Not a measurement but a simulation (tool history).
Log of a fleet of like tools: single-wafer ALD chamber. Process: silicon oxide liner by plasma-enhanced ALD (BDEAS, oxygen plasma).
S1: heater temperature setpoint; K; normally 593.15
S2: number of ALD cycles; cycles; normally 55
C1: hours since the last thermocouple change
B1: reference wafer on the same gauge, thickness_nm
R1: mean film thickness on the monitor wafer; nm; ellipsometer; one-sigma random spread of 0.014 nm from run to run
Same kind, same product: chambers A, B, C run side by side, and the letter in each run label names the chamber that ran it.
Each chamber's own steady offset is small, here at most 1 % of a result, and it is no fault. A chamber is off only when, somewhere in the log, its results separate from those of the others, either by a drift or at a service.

| run | day | S1 | S2 | C1 | B1 | R1 |
|---|---|---|---|---|---|---|
| 1A | 0.404 | 593.15 | 55 | 694.1 | 4.1597 | 4.9693 |
| 2C | 0.754 | 593.15 | 55 | 241.4 | 4.1609 | 4.9458 |
| 3B | 0.975 | 593.15 | 55 | 521.6 | 4.1593 | 4.9467 |
| 4B | 1.183 | 593.15 | 55 | 526.6 | 4.1602 | 4.9792 |
| 5C | 1.596 | 593.15 | 55 | 261.6 | 4.158 | 4.9259 |
| 6A | 1.95 | 593.15 | 55 | 731.2 | 4.1598 | 4.9738 |
| 7C | 2.196 | 593.15 | 55 | 276 | 4.1609 | 4.9302 |
| 8B | 2.533 | 593.15 | 55 | 559 | 4.1559 | 4.9869 |
| 9A | 2.783 | 593.15 | 55 | 751.2 | 4.1601 | 4.9755 |
| 10A | 3.067 | 593.15 | 55 | 758 | 4.1625 | 4.9796 |
| 11B | 3.467 | 593.15 | 46 | 581.4 | 4.1605 | 4.1563 |
| 12C | 3.717 | 593.15 | 46 | 312.5 | 4.1629 | 4.1184 |
| 13C | 3.908 | 593.15 | 46 | 317.1 | 4.1603 | 4.1081 |
| 14B | 4.2 | 593.15 | 55 | 599 | 4.1604 | 4.9653 |
| 15A | 4.596 | 593.15 | 55 | 794.7 | 4.1556 | 4.9548 |
| 16A | 4.988 | 593.15 | 55 | 804.1 | 4.1576 | 4.9696 |
| 17B | 5.258 | 593.15 | 55 | 624.4 | 4.1597 | 4.9959 |
| 18C | 5.521 | 593.15 | 55 | 355.8 | 4.1585 | 4.9151 |
| 19B | 5.821 | 593.15 | 55 | 637.9 | 4.1608 | 4.9683 |
| 20A | 6.004 | 593.15 | 55 | 828.5 | 4.159 | 4.9622 |
| 21C | 6.288 | 593.15 | 55 | 374.2 | 4.161 | 4.9429 |
| 22A | 6.696 | 578.15 | 48 | 845.1 | 4.161 | 4.4313 |
| 23C | 7.104 | 578.15 | 48 | 393.8 | 4.1597 | 4.38 |
| 24B | 7.4 | 578.15 | 48 | 675.8 | 4.1582 | 4.4326 |
| 25C | 7.625 | 593.15 | 60 | 406.3 | 4.1635 | 5.3665 |
| 26A | 7.858 | 593.15 | 60 | 873 | 4.1588 | 5.4332 |
| 27B | 8.25 | 593.15 | 60 | 696.2 | 4.1588 | 5.4275 |
| 28C | 8.517 | 593.15 | 55 | 427.7 | 4.1623 | 4.9438 |
| 29B | 8.917 | 593.15 | 55 | 712.2 | 4.1587 | 4.9806 |
| 30A | 9.208 | 593.15 | 64 | 905.4 | 4.1571 | 5.783 |
| 31C | 9.529 | 593.15 | 64 | 452 | 4.1585 | 5.717 |
| 32B | 9.838 | 593.15 | 64 | 734.3 | 4.1582 | 5.8223 |
| 33A | 10.162 | 593.15 | 59 | 928.3 | 4.1588 | 5.3255 |
| 34B | 10.358 | 593.15 | 59 | 746.8 | 4.1611 | 5.3395 |
| 35C | 10.55 | 593.15 | 59 | 476.5 | 4.1592 | 5.2812 |
| 36A | 10.85 | 593.15 | 55 | 944.8 | 4.1578 | 4.9849 |
| 37B | 11.233 | 593.15 | 66 | 767.8 | 4.1595 | 5.974 |
| 38C | 11.558 | 593.15 | 66 | 500.7 | 4.1602 | 5.9146 |
| 39A | 11.967 | 593.15 | 66 | 971.6 | 4.1647 | 5.9489 |

The same settings go to every chamber for the next run, one line per chamber below. Forecast the results for each:
| 40A | 12.267 | 593.15 | 55 |  |  | ? |
| 40B | 12.267 | 593.15 | 55 |  |  | ? |
| 40C | 12.267 | 593.15 | 55 |  |  | ? |

| run | R1 |
|---|---|
| 40A | 4.9735 |
| 40B | 4.9779 |
| 40C | 4.9459 |

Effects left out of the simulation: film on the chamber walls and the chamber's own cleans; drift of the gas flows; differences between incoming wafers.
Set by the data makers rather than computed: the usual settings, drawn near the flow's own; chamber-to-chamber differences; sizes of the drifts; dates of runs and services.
